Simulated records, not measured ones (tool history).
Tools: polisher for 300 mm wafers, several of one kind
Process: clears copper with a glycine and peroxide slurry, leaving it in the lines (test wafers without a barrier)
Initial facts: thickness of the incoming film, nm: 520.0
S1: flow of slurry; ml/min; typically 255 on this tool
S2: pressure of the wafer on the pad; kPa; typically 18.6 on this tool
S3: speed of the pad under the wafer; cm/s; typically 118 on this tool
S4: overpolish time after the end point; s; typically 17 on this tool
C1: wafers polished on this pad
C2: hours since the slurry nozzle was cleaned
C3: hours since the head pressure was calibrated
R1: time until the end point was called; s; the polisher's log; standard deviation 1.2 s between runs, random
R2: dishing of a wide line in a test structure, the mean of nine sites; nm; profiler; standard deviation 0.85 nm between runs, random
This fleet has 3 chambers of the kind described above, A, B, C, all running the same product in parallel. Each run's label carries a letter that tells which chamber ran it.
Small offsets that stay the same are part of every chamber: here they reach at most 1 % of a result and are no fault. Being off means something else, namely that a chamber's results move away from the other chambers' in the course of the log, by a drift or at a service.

run 1B hour=9.4 | S1=255 S2=18.6 S3=118 S4=17 | C1=532 C2=425.9 C3=782 | R1=78.121 R2=70.977
run 2C hour=15.7 | S1=255 S2=18.6 S3=118 S4=17 | C1=695 C2=99.7 C3=284.6 | R1=76.761 R2=71.051
run 3A hour=24.6 | S1=255 S2=18.6 S3=118 S4=17 | C1=540 C2=494.9 C3=146.9 | R1=77.253 R2=71.25
-- hour=29.7 chamber A: worn pad replaced by a new one
run 4B hour=30.3 | S1=255 S2=18.6 S3=118 S4=17 | C1=687 C2=446.8 C3=802.9 | R1=76.904 R2=71.261
run 5A hour=36.6 | S1=255 S2=18.6 S3=118 S4=17 | C1=51 C2=506.9 C3=158.9 | R1=79.031 R2=70.51
run 6C hour=43.1 | S1=255 S2=18.6 S3=118 S4=17 | C1=898 C2=127.1 C3=312 | R1=75.9 R2=71.279
-- hour=43.8 chamber B: worn pad replaced by a new one
run 7B hour=52 | S1=255 S2=18.6 S3=118 S4=17 | C1=61 C2=468.5 C3=824.6 | R1=80.849 R2=71.563
run 8C hour=59.9 | S1=255 S2=18.6 S3=118 S4=17 | C1=1022 C2=143.9 C3=328.8 | R1=77.052 R2=70.701
run 9A hour=69.4 | S1=255 S2=18.6 S3=118 S4=17 | C1=293 C2=539.7 C3=191.7 | R1=80.294 R2=71.693
run 10B hour=76.1 | S1=255 S2=18.6 S3=118 S4=17 | C1=239 C2=492.6 C3=848.7 | R1=78.261 R2=72.846
run 11C hour=80.7 | S1=255 S2=18.6 S3=118 S4=17 | C1=1176 C2=164.7 C3=349.6 | R1=77.999 R2=69.708
run 12A hour=87.2 | S1=255 S2=18.6 S3=118 S4=17 | C1=425 C2=557.5 C3=209.5 | R1=78.741 R2=71.784
run 13A hour=95.5 | S1=255 S2=18.6 S3=118 S4=17 | C1=486 C2=565.8 C3=217.8 | R1=77.72 R2=71.388
run 14C hour=104.1 | S1=255 S2=18.6 S3=118 S4=17 | C1=1349 C2=188.1 C3=373 | R1=79.39 R2=68.049
-- hour=105.6 chamber A: worn pad replaced by a new one
run 15B hour=111.4 | S1=255 S2=18.6 S3=118 S4=17 | C1=500 C2=527.9 C3=884 | R1=75.364 R2=71.719
run 16B hour=117.8 | S1=255 S2=18.6 S3=118 S4=17 | C1=547 C2=534.3 C3=890.4 | R1=78.174 R2=71.337
run 17C hour=124.9 | S1=255 S2=18.6 S3=118 S4=17 | C1=1503 C2=208.9 C3=393.8 | R1=81.483 R2=66.175
run 18A hour=131.3 | S1=255 S2=18.6 S3=118 S4=17 | C1=190 C2=601.6 C3=253.6 | R1=76.732 R2=71.518
run 19C hour=138.1 | S1=230 S2=13.1 S3=118 S4=17 | C1=1600 C2=222.1 C3=407 | R1=116.2 R2=50.558
run 20B hour=144.6 | S1=230 S2=13.1 S3=118 S4=17 | C1=746 C2=561.1 C3=917.2 | R1=107.57 R2=54.13
run 21A hour=152.2 | S1=230 S2=13.1 S3=118 S4=17 | C1=344 C2=622.5 C3=274.5 | R1=104.98 R2=54.999

Does one chamber stand apart from the rest, does the shared gauge drift, or is all well apart from small per-chamber offsets? Give the chamber and the most likely cause, where there is one.

Chamber C drifts away from the others.
Cause: removal rate lost through wear of the pad, % = 12.2.
It could be hard to tell apart here from: head's pressure below its setpoint, %.

Here are 4 candidates for chamber C's next run, each the usual settings with a change, their results left as question marks. Which one brings its results back in line with what the others give on the usual settings?
To be in line, a result may differ from the other chambers' mean on the usual settings by at most: R1 4.2 s; R2 3 nm
run 22C-1 hour=159 | S1=255 S2=20 S3=126 S4=17 | R1=? R2=?
run 22C-2 hour=159 | S1=255 S2=18.6 S3=116 S4=17 | R1=? R2=?
run 22C-3 hour=159 | S1=255 S2=18.6 S3=120 S4=17 | R1=? R2=?
run 22C-4 hour=159 | S1=255 S2=17.2 S3=110 S4=17 | R1=? R2=?

The mean the other chambers reach with the usual settings: R1 78.499 s; R2 71.26 nm
run=22C-1 R1=78.397 R2=70.57
run=22C-2 R1=89.366 R2=63.637
run=22C-3 R1=86.851 R2=65.026
run=22C-4 R1=99.562 R2=58.248
22C-1 puts the chamber back in line with the other chambers.
